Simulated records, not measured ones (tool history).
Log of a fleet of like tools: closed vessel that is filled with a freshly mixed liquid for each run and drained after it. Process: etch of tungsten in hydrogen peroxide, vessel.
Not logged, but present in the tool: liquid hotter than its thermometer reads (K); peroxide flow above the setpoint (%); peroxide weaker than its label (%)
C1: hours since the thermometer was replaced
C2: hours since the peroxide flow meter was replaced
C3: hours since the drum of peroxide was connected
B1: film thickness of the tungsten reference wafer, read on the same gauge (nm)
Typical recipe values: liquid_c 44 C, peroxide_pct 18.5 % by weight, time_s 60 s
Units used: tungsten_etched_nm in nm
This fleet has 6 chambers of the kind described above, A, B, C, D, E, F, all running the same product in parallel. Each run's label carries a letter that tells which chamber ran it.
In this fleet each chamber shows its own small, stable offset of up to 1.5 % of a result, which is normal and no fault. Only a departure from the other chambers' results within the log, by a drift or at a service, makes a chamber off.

run 1B hour=13.1 | liquid_c=44 peroxide_pct=18.5 time_s=60 | C1=1415.6 C2=1005.1 C3=225.3 | B1=50.004 | tungsten_etched_nm=109.73
run 2C hour=20.1 | liquid_c=44 peroxide_pct=18.5 time_s=60 | C1=295.5 C2=1150.2 C3=201.6 | B1=49.99 | tungsten_etched_nm=107.57
run 3F hour=31.4 | liquid_c=44 peroxide_pct=18.5 time_s=60 | C1=652.8 C2=650.2 C3=140.8 | B1=50.042 | tungsten_etched_nm=106.72
run 4A hour=38.4 | liquid_c=44 peroxide_pct=18.5 time_s=60 | C1=1718.8 C2=1426.2 C3=191.3 | B1=49.999 | tungsten_etched_nm=106.21
run 5D hour=46.6 | liquid_c=41 peroxide_pct=18.5 time_s=70 | C1=737.3 C2=1307.8 C3=819 | B1=50.014 | tungsten_etched_nm=102.98
run 6E hour=53.8 | liquid_c=41 peroxide_pct=18.5 time_s=70 | C1=124.3 C2=670.8 C3=926.1 | B1=50.008 | tungsten_etched_nm=102.6
-- hour=64 chamber C: peroxide flow meter replaced
run 7E hour=65.6 | liquid_c=41 peroxide_pct=18.5 time_s=70 | C1=136.1 C2=682.6 C3=937.9 | B1=50.008 | tungsten_etched_nm=104.41
run 8B hour=76.8 | liquid_c=41 peroxide_pct=18.5 time_s=70 | C1=1479.3 C2=1068.8 C3=289 | B1=50.013 | tungsten_etched_nm=104.93
run 9C hour=84.5 | liquid_c=41 peroxide_pct=18.5 time_s=70 | C1=359.9 C2=20.5 C3=266 | B1=49.962 | tungsten_etched_nm=102.23
run 10F hour=99.1 | liquid_c=41 peroxide_pct=18.5 time_s=70 | C1=720.5 C2=717.9 C3=208.5 | B1=50.063 | tungsten_etched_nm=101.86
run 11A hour=109.7 | liquid_c=44 peroxide_pct=18.5 time_s=60 | C1=1790.1 C2=1497.5 C3=262.6 | B1=49.976 | tungsten_etched_nm=107.38
-- hour=110.1 chamber C: new drum of peroxide connected
run 12D hour=117.3 | liquid_c=44 peroxide_pct=18.5 time_s=75 | C1=808 C2=1378.5 C3=889.7 | B1=49.974 | tungsten_etched_nm=133.88
run 13F hour=123.9 | liquid_c=44 peroxide_pct=18.5 time_s=75 | C1=745.3 C2=742.7 C3=233.3 | B1=50.006 | tungsten_etched_nm=132.66
run 14C hour=132.4 | liquid_c=44 peroxide_pct=18.5 time_s=75 | C1=407.8 C2=68.4 C3=22.3 | B1=50.043 | tungsten_etched_nm=134.82
-- hour=138.3 chamber D: new drum of peroxide connected
run 15E hour=145.3 | liquid_c=44 peroxide_pct=18.5 time_s=75 | C1=215.8 C2=762.3 C3=1017.6 | B1=50.02 | tungsten_etched_nm=134.01
run 16D hour=156.3 | liquid_c=44 peroxide_pct=18.5 time_s=75 | C1=847 C2=1417.5 C3=18 | B1=49.992 | tungsten_etched_nm=133.99
run 17B hour=164.3 | liquid_c=44 peroxide_pct=18.5 time_s=75 | C1=1566.8 C2=1156.3 C3=376.5 | B1=50.021 | tungsten_etched_nm=137
run 18A hour=177.5 | liquid_c=44 peroxide_pct=18.5 time_s=60 | C1=1857.9 C2=1565.3 C3=330.4 | B1=49.964 | tungsten_etched_nm=107.54
-- hour=190 chamber D: thermometer replaced
run 19D hour=191 | liquid_c=44 peroxide_pct=18.5 time_s=60 | C1=1 C2=1452.2 C3=52.7 | B1=49.993 | tungsten_etched_nm=107.12
run 20B hour=202.2 | liquid_c=44 peroxide_pct=18.5 time_s=60 | C1=1604.7 C2=1194.2 C3=414.4 | B1=49.998 | tungsten_etched_nm=111.77
run 21C hour=215.2 | liquid_c=50.5 peroxide_pct=18.5 time_s=60 | C1=490.6 C2=151.2 C3=105.1 | B1=49.941 | tungsten_etched_nm=163.46
-- hour=215.6 chamber E: new drum of peroxide connected
run 22A hour=223.5 | liquid_c=50.5 peroxide_pct=18.5 time_s=60 | C1=1903.9 C2=1611.3 C3=376.4 | B1=50.025 | tungsten_etched_nm=161.7
run 23E hour=237.7 | liquid_c=50.5 peroxide_pct=18.5 time_s=60 | C1=308.2 C2=854.7 C3=22.2 | B1=50.01 | tungsten_etched_nm=160.29
run 24F hour=245.3 | liquid_c=50.5 peroxide_pct=18.5 time_s=60 | C1=866.7 C2=864.1 C3=354.7 | B1=49.985 | tungsten_etched_nm=159.94
run 25F hour=255.1 | liquid_c=50.5 peroxide_pct=18.5 time_s=60 | C1=876.5 C2=873.9 C3=364.5 | B1=50.004 | tungsten_etched_nm=162.09
run 26E hour=262.3 | liquid_c=50.5 peroxide_pct=18.5 time_s=60 | C1=332.8 C2=879.3 C3=46.8 | B1=50.01 | tungsten_etched_nm=161.24
run 27D hour=270.4 | liquid_c=44 peroxide_pct=18.5 time_s=60 | C1=80.4 C2=1531.6 C3=132.1 | B1=49.96 | tungsten_etched_nm=109.11
run 28C hour=279.1 | liquid_c=44 peroxide_pct=18.5 time_s=60 | C1=554.5 C2=215.1 C3=169 | B1=49.988 | tungsten_etched_nm=107.54
run 29B hour=286.2 | liquid_c=44 peroxide_pct=18.5 time_s=60 | C1=1688.7 C2=1278.2 C3=498.4 | B1=49.967 | tungsten_etched_nm=115.35
run 30A hour=299.2 | liquid_c=44 peroxide_pct=22 time_s=60 | C1=1979.6 C2=1687 C3=452.1 | B1=50.015 | tungsten_etched_nm=118.68
run 31C hour=306.2 | liquid_c=44 peroxide_pct=22 time_s=60 | C1=581.6 C2=242.2 C3=196.1 | B1=49.983 | tungsten_etched_nm=115.21
-- hour=317.1 chamber A: thermometer replaced
run 32A hour=318.7 | liquid_c=44 peroxide_pct=22 time_s=60 | C1=1.7 C2=1706.5 C3=471.6 | B1=49.978 | tungsten_etched_nm=116.97
run 33B hour=329.7 | liquid_c=44 peroxide_pct=22 time_s=60 | C1=1732.2 C2=1321.7 C3=541.9 | B1=50.03 | tungsten_etched_nm=128.28
run 34F hour=344.8 | liquid_c=44 peroxide_pct=22 time_s=60 | C1=966.2 C2=963.6 C3=454.2 | B1=49.981 | tungsten_etched_nm=116.27
run 35D hour=352.3 | liquid_c=44 peroxide_pct=22 time_s=60 | C1=162.3 C2=1613.5 C3=214 | B1=50.012 | tungsten_etched_nm=118.74
run 36E hour=365.2 | liquid_c=44 peroxide_pct=18.5 time_s=60 | C1=435.7 C2=982.2 C3=149.7 | B1=50.004 | tungsten_etched_nm=106.38
run 37D hour=374.8 | liquid_c=44 peroxide_pct=18.5 time_s=60 | C1=184.8 C2=1636 C3=236.5 | B1=49.999 | tungsten_etched_nm=108.11

One chamber off, gauge drift, or nothing amiss beyond the chambers' own small offsets? If it is a chamber, which one, and what is the likeliest cause?

One chamber, B, drifts off from the rest bit by bit.
Likeliest cause: liquid hotter than its thermometer reads (K) = 1.59.

Here are 4 candidates for chamber B's next run, each the usual settings with a change, their results left as question marks. Which one brings its results back in line with what the others give on the usual settings?
A result is in line if it is within this distance of the other chambers' mean on the usual settings: tungsten_etched_nm 2.9 nm
run 38B-1 hour=385.6 | liquid_c=44 peroxide_pct=23.5 time_s=60 | tungsten_etched_nm=?
run 38B-2 hour=385.6 | liquid_c=45.5 peroxide_pct=18.5 time_s=65 | tungsten_etched_nm=?
run 38B-3 hour=385.6 | liquid_c=41 peroxide_pct=18.5 time_s=60 | tungsten_etched_nm=?
run 38B-4 hour=385.6 | liquid_c=44 peroxide_pct=14.5 time_s=60 | tungsten_etched_nm=?

What the other chambers average on the usual settings: tungsten_etched_nm 107.33 nm
run=38B-1 tungsten_etched_nm=134.53
run=38B-2 tungsten_etched_nm=142.22
run=38B-3 tungsten_etched_nm=98.815
run=38B-4 tungsten_etched_nm=106
With 38B-4, the chamber falls back in line with the rest.
